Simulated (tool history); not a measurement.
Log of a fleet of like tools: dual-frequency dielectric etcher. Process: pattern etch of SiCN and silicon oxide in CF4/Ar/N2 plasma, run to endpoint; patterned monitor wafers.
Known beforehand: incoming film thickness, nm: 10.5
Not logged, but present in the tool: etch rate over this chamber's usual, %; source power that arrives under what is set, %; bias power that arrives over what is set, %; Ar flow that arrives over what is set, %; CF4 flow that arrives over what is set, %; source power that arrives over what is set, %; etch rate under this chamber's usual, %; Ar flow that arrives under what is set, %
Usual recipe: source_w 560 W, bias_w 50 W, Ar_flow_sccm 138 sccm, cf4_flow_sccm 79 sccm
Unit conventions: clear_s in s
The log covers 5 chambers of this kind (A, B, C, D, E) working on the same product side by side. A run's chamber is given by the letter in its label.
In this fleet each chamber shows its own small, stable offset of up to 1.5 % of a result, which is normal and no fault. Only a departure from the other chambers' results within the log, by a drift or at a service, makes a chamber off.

run,hour,source_w,bias_w,Ar_flow_sccm,cf4_flow_sccm,hours since the last wet clean,hours since the last source power generator calibration,hours since the last bias power generator calibration,hours since the last Ar flow controller change,hours since the last CF4 flow controller change,clear_s
1C,7.3,560,50,138,79,239.5,500.2,2099.8,708.7,1363,11.702
2D,11.8,560,50,138,79,310.3,2384,1072.1,839,1170.6,11.802
3B,21.3,560,50,138,79,165.4,4184.1,3553.4,31.9,1198.6,11.789
4A,28.9,560,50,138,79,471.9,709.4,1985.5,2636.9,3441,11.685
5E,34.5,560,50,138,79,284.3,699.4,3072.1,1411.9,584,11.525
# hour 41.3: chamber B: source power generator calibrated
6C,43.9,560,50,138,79,276.1,536.8,2136.4,745.3,1399.6,11.781
7D,50.4,560,50,138,79,348.9,2422.6,1110.7,877.6,1209.2,11.771
8B,59.8,560,50,168,94,203.9,18.5,3591.9,70.4,1237.1,11.756
9E,66,560,50,168,94,315.8,730.9,3103.6,1443.4,615.5,11.603
10A,72,560,50,168,94,515,752.5,2028.6,2680,3484.1,11.726
11C,81.6,560,50,168,94,313.8,574.5,2174.1,783,1437.3,11.694
12D,89.8,560,50,168,94,388.3,2462,1150.1,917,1248.6,11.977
13B,96.6,560,50,138,79,240.7,55.3,3628.7,107.2,1273.9,11.726
14A,103.3,560,50,138,79,546.3,783.8,2059.9,2711.3,3515.4,11.699
15E,110.1,560,50,138,79,359.9,775,3147.7,1487.5,659.6,11.527
16E,114.4,560,50,138,79,364.2,779.3,3152,1491.8,663.9,11.43
17D,121.6,560,61,138,79,420.1,2493.8,1181.9,948.8,1280.4,11.072
18C,130.8,560,61,138,79,363,623.7,2223.3,832.2,1486.5,10.962
19A,138.8,560,61,138,79,581.8,819.3,2095.4,2746.8,3550.9,10.918
20B,146.3,560,61,138,79,290.4,105,3678.4,156.9,1323.6,10.952
# hour 153.8: chamber A: wet clean of the chamber
21A,154.9,560,61,138,79,1.2,835.4,2111.5,2762.9,3567,10.885
22D,164.7,560,50,138,79,463.2,2536.9,1225,991.9,1323.5,11.853
23B,169.2,560,50,138,79,313.3,127.9,3701.3,179.8,1346.5,11.807
24E,178.3,450,50,168,79,428.1,843.2,3215.9,1555.7,727.8,14.557
25C,185.4,450,50,168,79,417.6,678.3,2277.9,886.8,1541.1,14.735
26E,191.3,450,50,168,79,441.1,856.2,3228.9,1568.7,740.8,14.503
27D,198.4,450,50,168,79,496.9,2570.6,1258.7,1025.6,1357.2,14.895
28A,206.5,450,50,168,79,52.8,887,2163.1,2814.5,3618.6,14.667
29C,212,560,50,138,79,444.2,704.9,2304.5,913.4,1567.7,11.705
# hour 215.8: chamber C: wet clean of the chamber
30B,216.5,560,50,138,79,360.6,175.2,3748.6,227.1,1393.8,11.701
31A,224.3,560,50,138,79,70.6,904.8,2180.9,2832.3,3636.4,11.629
32C,231.1,560,50,138,79,15.3,724,2323.6,932.5,1586.8,11.663
33D,238.8,560,50,138,79,537.3,2611,1299.1,1066,1397.6,11.8

What goes on in this fleet: one chamber off, a drifting gauge, or nothing beyond the chambers' own small offsets? Name the chamber and the cause, if any.

Nothing is wrong: each chamber keeps only its own small, steady offset and the gauge holds still.

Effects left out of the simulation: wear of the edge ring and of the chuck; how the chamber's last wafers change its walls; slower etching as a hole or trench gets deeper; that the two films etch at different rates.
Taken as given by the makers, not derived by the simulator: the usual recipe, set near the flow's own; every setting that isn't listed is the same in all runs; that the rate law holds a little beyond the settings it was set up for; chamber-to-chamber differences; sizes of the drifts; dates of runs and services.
